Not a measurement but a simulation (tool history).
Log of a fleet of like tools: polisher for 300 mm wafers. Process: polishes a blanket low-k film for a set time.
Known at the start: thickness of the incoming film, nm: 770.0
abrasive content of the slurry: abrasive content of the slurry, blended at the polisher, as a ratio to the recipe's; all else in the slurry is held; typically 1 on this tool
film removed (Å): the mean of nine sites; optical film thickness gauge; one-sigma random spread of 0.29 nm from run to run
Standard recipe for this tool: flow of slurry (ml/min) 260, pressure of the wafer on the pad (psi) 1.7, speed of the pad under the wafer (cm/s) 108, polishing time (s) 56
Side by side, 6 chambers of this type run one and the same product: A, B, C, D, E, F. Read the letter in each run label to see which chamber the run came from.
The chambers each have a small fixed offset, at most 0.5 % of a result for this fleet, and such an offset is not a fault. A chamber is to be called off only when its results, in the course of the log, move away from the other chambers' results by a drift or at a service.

run   hour  flow of slurry (ml/min)  pressure of the wafer on the pad (psi)  speed of the pad under the wafer (cm/s)  abrasive content of the slurry  polishing time (s)  wafers polished on this pad  hours since the slurry nozzle was cleaned  hours since the head pressure was calibrated  hours since the slurry blender was calibrated  hours since the conditioning disc was replaced  film removed (Å)
       1.8  -- chamber F: conditioning disc replaced and pad reconditioned
 1A    5.6                      260                                     1.7                                      108                               1                  56                          706                                       73.4                                         230.9                                           65.5                                           139.7            229.27
 2F   12.4                      260                                     1.7                                      108                               1                  56                          617                                        121                                         654.5                                            246                                            10.7            233.58
 3C     20                      260                                     1.7                                      108                               1                  56                          830                                      235.1                                          20.1                                          354.7                                           365.1            232.86
      22.4  -- chamber E: head pressure recalibrated
      24.3  -- chamber C: slurry nozzle cleaned
      24.9  -- chamber B: worn pad replaced by a new one
      25.1  -- chamber E: worn pad replaced by a new one
      27.3  -- chamber A: conditioning disc replaced and pad reconditioned
 4E   27.6                      260                                     1.7                                      108                               1                  56                           33                                      517.4                                           5.3                                          486.1                                           137.5            237.35
      30.5  -- chamber C: worn pad replaced by a new one
 5D     36                      260                                     1.7                                      108                               1                  56                          509                                      362.4                                         233.7                                          312.9                                           103.2            238.49
      36.2  -- chamber F: slurry blender recalibrated
      41.2  -- chamber A: worn pad replaced by a new one
      44.7  -- chamber E: slurry blender recalibrated
 6B   45.5                      260                                     1.7                                      108                               1                  56                          271                                      516.1                                        1055.4                                          193.9                                            91.7            235.35
        46  -- chamber F: worn pad replaced by a new one
      57.6  -- chamber E: conditioning disc replaced and pad reconditioned
 7C   57.8                      260                                     1.7                                      108                               1                  56                          361                                       33.6                                          57.9                                          392.5                                           402.9            234.24
 8D   63.3                      260                                     2.1                                       96                               1                  56                          869                                      389.7                                           261                                          340.2                                           130.5            267.33
 9E   70.9                      260                                     2.1                                       96                               1                  56                          605                                      560.7                                          48.6                                           26.3                                            13.4            267.46
        71  -- chamber B: slurry nozzle cleaned
      73.6  -- chamber D: worn pad replaced by a new one
10F   79.4                      260                                     2.1                                       96                               1                  56                          441                                        188                                         721.5                                           43.2                                            77.7            264.76
      83.3  -- chamber C: slurry blender recalibrated
      88.7  -- chamber E: worn pad replaced by a new one
11A     91                      260                                     2.1                                       96                               1                  56                          658                                      158.8                                         316.3                                          150.9                                            63.7            257.63
      93.2  -- chamber B: worn pad replaced by a new one
      95.3  -- chamber C: worn pad replaced by a new one
12B  102.6                      260                                     2.1                                       96                               1                  56                          124                                       31.7                                        1112.5                                            251                                           148.8            263.96
     106.4  -- chamber A: slurry blender recalibrated
     106.4  -- chamber F: conditioning disc replaced and pad reconditioned
13B  111.5                      260                                     2.1                                       96                               1                  56                          241                                       40.6                                        1121.4                                          259.9                                           157.7            263.18
     113.1  -- chamber D: slurry blender recalibrated
14A  117.7                      260                                     1.7                                      108                               1                  56                         1010                                      185.5                                           343                                           11.4                                            90.4            232.48
     118.3  -- chamber A: worn pad replaced by a new one
15E  129.2                      260                                     1.7                                      108                               1                  56                          534                                        619                                         106.9                                           84.6                                            71.7            237.66
     137.2  -- chamber F: worn pad replaced by a new one
16F  141.7                      260                                     1.7                                      108                               1                  56                           60                                      250.3                                         783.8                                          105.5                                            35.3            231.91
     143.7  -- chamber C: conditioning disc replaced and pad reconditioned
     145.2  -- chamber D: worn pad replaced by a new one
17D  147.4                      260                                     1.7                                      108                             1.2                  56                           30                                      473.8                                         345.1                                           34.3                                           214.6            257.58
     151.4  -- chamber E: worn pad replaced by a new one
     154.5  -- chamber B: worn pad replaced by a new one
18C  157.5                      260                                     1.7                                      108                             1.2                  56                          821                                      133.3                                         157.6                                           74.2                                            13.9            252.98
     162.5  -- chamber A: conditioning disc replaced and pad reconditioned
     166.2  -- chamber C: worn pad replaced by a new one
19B  167.7                      260                                     1.7                                      108                             1.2                  56                          175                                       96.8                                        1177.6                                          316.1                                           213.9            256.63
     169.9  -- chamber F: head pressure recalibrated
     175.3  -- chamber B: conditioning disc replaced and pad reconditioned
20C  177.4                      260                                     1.7                                      108                             1.2                  56                          148                                      153.2                                         177.5                                           94.1                                            33.8            254.48
21D  188.4                      260                                     1.7                                      108                             1.2                  56                          571                                      514.8                                         386.1                                           75.3                                           255.6            253.25
22F  195.4                      260                                     1.7                                      108                             1.2                  56                          768                                        304                                          25.6                                          159.2                                              89            225.96
     199.6  -- chamber E: conditioning disc replaced and pad reconditioned
       206  -- chamber D: worn pad replaced by a new one
23A  207.7                      260                                     1.7                                      108                               1                  56                         1180                                      275.5                                           433                                          101.4                                            45.2            235.85
     207.9  -- chamber A: worn pad replaced by a new one
     212.9  -- chamber E: worn pad replaced by a new one
     213.9  -- chamber F: conditioning disc replaced and pad reconditioned
24E    215                      260                                     1.7                                      108                               1                  56                           28                                      704.8                                         192.7                                          170.4                                            15.4            235.75
     215.9  -- chamber F: worn pad replaced by a new one
     218.5  -- chamber B: worn pad replaced by a new one
25C  222.4                      260                                     1.7                                      108                               1                  56                          742                                      198.2                                         222.5                                          139.1                                            78.8            235.71
26E  230.7                      260                                     1.7                                      108                               1                  56                          235                                      720.5                                         208.4                                          186.1                                            31.1            236.55
     233.4  -- chamber C: worn pad replaced by a new one
27B  236.8                      260                                     1.7                                      108                               1                  56                          242                                      165.9                                        1246.7                                          385.2                                            61.5            235.54
     237.3  -- chamber C: slurry nozzle cleaned
28A  245.7                      260                                     1.7                                      108                               1                  56                          499                                      313.5                                           471                                          139.4                                            83.2            229.98
29D  253.4                      260                                     1.7                                      108                               1                  56                          626                                      579.8                                         451.1                                          140.3                                           320.6            233.93
30F  263.8                      180                                     1.7                                      108                            0.85                  56                          632                                      372.4                                            94                                          227.6                                            49.9             181.3
     267.3  -- chamber D: worn pad replaced by a new one
     267.6  -- chamber F: slurry blender recalibrated
31B  272.8                      180                                     1.7                                      108                            0.85                  56                          717                                      201.9                                        1282.7                                          421.2                                            97.5            208.56
     278.2  -- chamber A: slurry blender recalibrated
32D  281.9                      180                                     1.7                                      108                            0.85                  56                          193                                      608.3                                         479.6                                          168.8                                           349.1            209.21
       282  -- chamber E: slurry nozzle cleaned
     283.7  -- chamber E: worn pad replaced by a new one
33A  292.5                      180                                     1.7                                      108                            0.85                  56                         1117                                      360.3                                         517.8                                           14.4                                             130            204.62
     292.8  -- chamber C: worn pad replaced by a new one
       294  -- chamber F: worn pad replaced by a new one
     298.3  -- chamber D: conditioning disc replaced and pad reconditioned
34F  299.6                      180                                     1.7                                      108                            0.85                  56                           74                                      408.2                                         129.8                                           32.1                                            85.7            185.67
35C  308.6                      180                                     1.7                                      108                            0.85                  56                          208                                       71.4                                         308.7                                          225.3                                             165            205.97
36E    317                      260                                     1.7                                      108                               1                  56                          440                                       35.1                                         294.7                                          272.4                                           117.4             231.5
37E  324.9                      260                                     1.7                                      108                               1                  56                          544                                         43                                         302.6                                          280.3                                           125.3            238.33
     333.1  -- chamber D: worn pad replaced by a new one
38D  333.5                      260                                       2                                      108                               1                  56                            5                                      659.9                                         531.2                                          220.4                                            35.3            274.29

Has any chamber moved away from the others, gradually or after a service, or does the common gauge drift, or do the chambers differ only by their own small steady offsets? State the chamber and the most likely cause if one applies.

Chamber F came out of a service off from its peers and stayed that way.
Cause: head's pressure below its setpoint, % = 11.4.

Below are 4 candidate recipes for chamber F's next run, each the usual settings with a change, their results shown as question marks. Which of them brings F's results back in line with what the other chambers give on the usual settings?
In line means no further than this from the other chambers' mean on the usual settings: film removed (Å) 10
39F-1  342.6                      260                                     1.7                                       92                               1                  56                                                                                                                                                                                                                                      ?
39F-2  342.6                      260                                     1.9                                      116                            1.05                  61                                                                                                                                                                                                                                      ?
39F-3  342.6                      260                                     1.7                                      114                               1                  60                                                                                                                                                                                                                                      ?
39F-4  342.6                      250                                     1.7                                       78                               1                  56                                                                                                                                                                                                                                      ?

Other chambers, usual settings, mean: film removed (Å) 234.93
  run  film removed (Å)
39F-1            182.51
39F-2            272.71
39F-3            232.01
39F-4            159.34
39F-3 puts the chamber back in line with the other chambers.
